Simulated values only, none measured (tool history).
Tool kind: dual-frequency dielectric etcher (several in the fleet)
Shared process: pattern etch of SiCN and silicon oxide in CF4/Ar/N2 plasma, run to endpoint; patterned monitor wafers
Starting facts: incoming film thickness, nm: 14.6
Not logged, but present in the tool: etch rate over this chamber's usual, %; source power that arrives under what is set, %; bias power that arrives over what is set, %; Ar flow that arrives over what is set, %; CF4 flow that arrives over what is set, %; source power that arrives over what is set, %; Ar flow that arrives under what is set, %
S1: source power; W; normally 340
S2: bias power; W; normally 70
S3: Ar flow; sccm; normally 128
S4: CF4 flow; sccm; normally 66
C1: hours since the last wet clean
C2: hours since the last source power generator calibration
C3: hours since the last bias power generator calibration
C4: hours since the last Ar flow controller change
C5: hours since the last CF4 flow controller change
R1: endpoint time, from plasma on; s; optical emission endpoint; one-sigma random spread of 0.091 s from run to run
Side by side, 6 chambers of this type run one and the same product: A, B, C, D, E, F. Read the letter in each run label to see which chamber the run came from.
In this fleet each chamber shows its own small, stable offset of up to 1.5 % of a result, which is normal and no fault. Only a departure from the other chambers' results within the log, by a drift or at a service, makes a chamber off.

Run 1B, day 0.279: usual settings; C1 552.0; C2 3382.5; C3 3140.6; C4 1641.7; C5 2776.4. Result: R1 22.870 s.
Run 2A, day 0.508: usual settings; C1 233.1; C2 1760.7; C3 1585.0; C4 681.5; C5 1729.6. Result: R1 23.160 s.
Run 3F, day 0.675: usual settings; C1 72.1; C2 856.6; C3 436.2; C4 3549.6; C5 2236.5. Result: R1 23.087 s.
Run 4D, day 0.888: usual settings; C1 610.6; C2 1468.7; C3 464.8; C4 1868.7; C5 699.3. Result: R1 22.781 s.
At day 0.988: chamber A: CF4 flow controller replaced.
Run 5C, day 1.138: usual settings; C1 174.4; C2 3480.4; C3 1508.6; C4 390.9; C5 481.8. Result: R1 23.442 s.
At day 1.158: chamber F: Ar flow controller replaced.
At day 1.375: chamber E: bias power generator calibrated.
Run 6E, day 1.379: usual settings but S2 61 W, S3 99 sccm; C1 396.8; C2 1253.6; C3 0.2; C4 697.6; C5 5797.2. Result: R1 23.076 s.
At day 1.421: chamber D: wet clean of the chamber.
Run 7D, day 1.638: usual settings but S2 61 W, S3 99 sccm; C1 5.3; C2 1486.7; C3 482.8; C4 1886.7; C5 717.3. Result: R1 23.270 s.
Run 8A, day 1.962: usual settings but S2 61 W, S3 99 sccm; C1 268.0; C2 1795.6; C3 1619.9; C4 716.4; C5 23.4. Result: R1 23.366 s.
Run 9E, day 2.238: usual settings but S2 61 W, S3 99 sccm; C1 417.4; C2 1274.2; C3 20.8; C4 718.2; C5 5817.8. Result: R1 22.983 s.
Run 10B, day 2.504: usual settings but S2 61 W, S3 99 sccm; C1 605.4; C2 3435.9; C3 3194.0; C4 1695.1; C5 2829.8. Result: R1 23.070 s.
Run 11C, day 2.821: usual settings but S2 61 W, S3 99 sccm; C1 214.8; C2 3520.8; C3 1549.0; C4 431.3; C5 522.2. Result: R1 23.578 s.
Run 12F, day 3.117: usual settings; C1 130.7; C2 915.2; C3 494.8; C4 47.1; C5 2295.1. Result: R1 22.934 s.
Run 13A, day 3.342: usual settings; C1 301.1; C2 1828.7; C3 1653.0; C4 749.5; C5 56.5. Result: R1 23.017 s.
Run 14F, day 3.625: usual settings; C1 142.9; C2 927.4; C3 507.0; C4 59.3; C5 2307.3. Result: R1 23.068 s.
Run 15E, day 3.792: usual settings; C1 454.7; C2 1311.5; C3 58.1; C4 755.5; C5 5855.1. Result: R1 22.543 s.
Run 16D, day 4.000: usual settings; C1 62.0; C2 1543.4; C3 539.5; C4 1943.4; C5 774.0. Result: R1 22.743 s.
At day 4.117: chamber B: wet clean of the chamber.
At day 4.146: chamber E: wet clean of the chamber.
Run 17C, day 4.262: usual settings but S1 270 W, S3 113 sccm; C1 249.4; C2 3555.4; C3 1583.6; C4 465.9; C5 556.8. Result: R1 27.917 s.
Run 18B, day 4.425: usual settings but S1 270 W, S3 113 sccm; C1 7.5; C2 3482.0; C3 3240.1; C4 1741.2; C5 2875.9. Result: R1 27.495 s.
Run 19A, day 4.629: usual settings but S1 270 W, S3 113 sccm; C1 332.0; C2 1859.6; C3 1683.9; C4 780.4; C5 87.4. Result: R1 27.750 s.
At day 4.892: chamber A: source power generator calibrated.
Run 20D, day 4.942: usual settings but S1 270 W, S3 113 sccm; C1 84.6; C2 1566.0; C3 562.1; C4 1966.0; C5 796.6. Result: R1 27.301 s.
Run 21C, day 5.229: usual settings but S1 270 W, S3 113 sccm; C1 272.6; C2 3578.6; C3 1606.8; C4 489.1; C5 580.0. Result: R1 27.933 s.
Run 22B, day 5.404: usual settings but S1 270 W, S3 113 sccm; C1 31.0; C2 3505.5; C3 3263.6; C4 1764.7; C5 2899.4. Result: R1 27.793 s.
At day 5.492: chamber A: wet clean of the chamber.
Run 23F, day 5.708: usual settings; C1 192.9; C2 977.4; C3 557.0; C4 109.3; C5 2357.3. Result: R1 22.920 s.
Run 24E, day 6.050: usual settings; C1 45.8; C2 1365.7; C3 112.3; C4 809.7; C5 5909.3. Result: R1 22.534 s.
Run 25D, day 6.371: usual settings; C1 118.9; C2 1600.3; C3 596.4; C4 2000.3; C5 830.9. Result: R1 22.734 s.
Run 26F, day 6.596: usual settings; C1 214.2; C2 998.7; C3 578.3; C4 130.6; C5 2378.6. Result: R1 22.997 s.
Run 27E, day 6.779: usual settings; C1 63.3; C2 1383.2; C3 129.8; C4 827.2; C5 5926.8. Result: R1 22.398 s.
Run 28C, day 7.125: usual settings; C1 318.1; C2 3624.1; C3 1652.3; C4 534.6; C5 625.5. Result: R1 23.139 s.
Run 29A, day 7.458: usual settings; C1 47.2; C2 61.6; C3 1751.8; C4 848.3; C5 155.3. Result: R1 23.141 s.
Run 30B, day 7.717: usual settings; C1 86.5; C2 3561.0; C3 3319.1; C4 1820.2; C5 2954.9. Result: R1 22.945 s.
Run 31A, day 7.892: usual settings; C1 57.6; C2 72.0; C3 1762.2; C4 858.7; C5 165.7. Result: R1 23.139 s.
Run 32B, day 8.046: usual settings; C1 94.4; C2 3568.9; C3 3327.0; C4 1828.1; C5 2962.8. Result: R1 22.842 s.
Run 33E, day 8.238: usual settings; C1 98.3; C2 1418.2; C3 164.8; C4 862.2; C5 5961.8. Result: R1 22.402 s.
Run 34C, day 8.567: usual settings; C1 352.7; C2 3658.7; C3 1686.9; C4 569.2; C5 660.1. Result: R1 23.341 s.
Run 35D, day 8.858: usual settings; C1 178.6; C2 1660.0; C3 656.1; C4 2060.0; C5 890.6. Result: R1 23.013 s.
Run 36F, day 9.008: usual settings; C1 272.1; C2 1056.6; C3 636.2; C4 188.5; C5 2436.5. Result: R1 22.955 s.
Run 37E, day 9.238: usual settings; C1 122.3; C2 1442.2; C3 188.8; C4 886.2; C5 5985.8. Result: R1 22.095 s.
Run 38F, day 9.546: usual settings; C1 285.0; C2 1069.5; C3 649.1; C4 201.4; C5 2449.4. Result: R1 22.977 s.
Run 39D, day 9.725: usual settings; C1 199.4; C2 1680.8; C3 676.9; C4 2080.8; C5 911.4. Result: R1 22.900 s.
Run 40C, day 9.904: usual settings; C1 384.8; C2 3690.8; C3 1719.0; C4 601.3; C5 692.2. Result: R1 23.410 s.
Run 41B, day 10.133: usual settings; C1 144.5; C2 3619.0; C3 3377.1; C4 1878.2; C5 3012.9. Result: R1 22.829 s.
Run 42A, day 10.329: usual settings; C1 116.1; C2 130.5; C3 1820.7; C4 917.2; C5 224.2. Result: R1 23.142 s.
Run 43F, day 10.650: usual settings; C1 311.5; C2 1096.0; C3 675.6; C4 227.9; C5 2475.9. Result: R1 22.883 s.
Run 44C, day 10.858: usual settings; C1 407.7; C2 3713.7; C3 1741.9; C4 624.2; C5 715.1. Result: R1 23.307 s.

One chamber off, gauge drift, or nothing amiss beyond the chambers' own small offsets? If it is a chamber, which one, and what is the likeliest cause?

One chamber, E, drifts off from the rest bit by bit.
Likeliest cause: source power that arrives over what is set, % = 5.01.

Here are 4 candidates for chamber E's next run, each the usual settings with a change, their results left as question marks. Which one brings its results back in line with what the others give on the usual settings?
In line means no further than this from the other chambers' mean on the usual settings: R1 0.320 s
Run 45E-1, day 11.104: usual settings but S4 43 sccm. Result: R1 ?.
Run 45E-2, day 11.104: usual settings but S1 370 W. Result: R1 ?.
Run 45E-3, day 11.104: usual settings but S2 61 W. Result: R1 ?.
Run 45E-4, day 11.104: usual settings but S2 78 W, S4 69 sccm. Result: R1 ?.

The other chambers' mean on the usual settings: R1 23.030 s
  run      R1
45E-1  23.518
45E-2  20.374
45E-3  23.069
45E-4  20.972
45E-3 is the one that brings the chamber's results back in line with the other chambers.

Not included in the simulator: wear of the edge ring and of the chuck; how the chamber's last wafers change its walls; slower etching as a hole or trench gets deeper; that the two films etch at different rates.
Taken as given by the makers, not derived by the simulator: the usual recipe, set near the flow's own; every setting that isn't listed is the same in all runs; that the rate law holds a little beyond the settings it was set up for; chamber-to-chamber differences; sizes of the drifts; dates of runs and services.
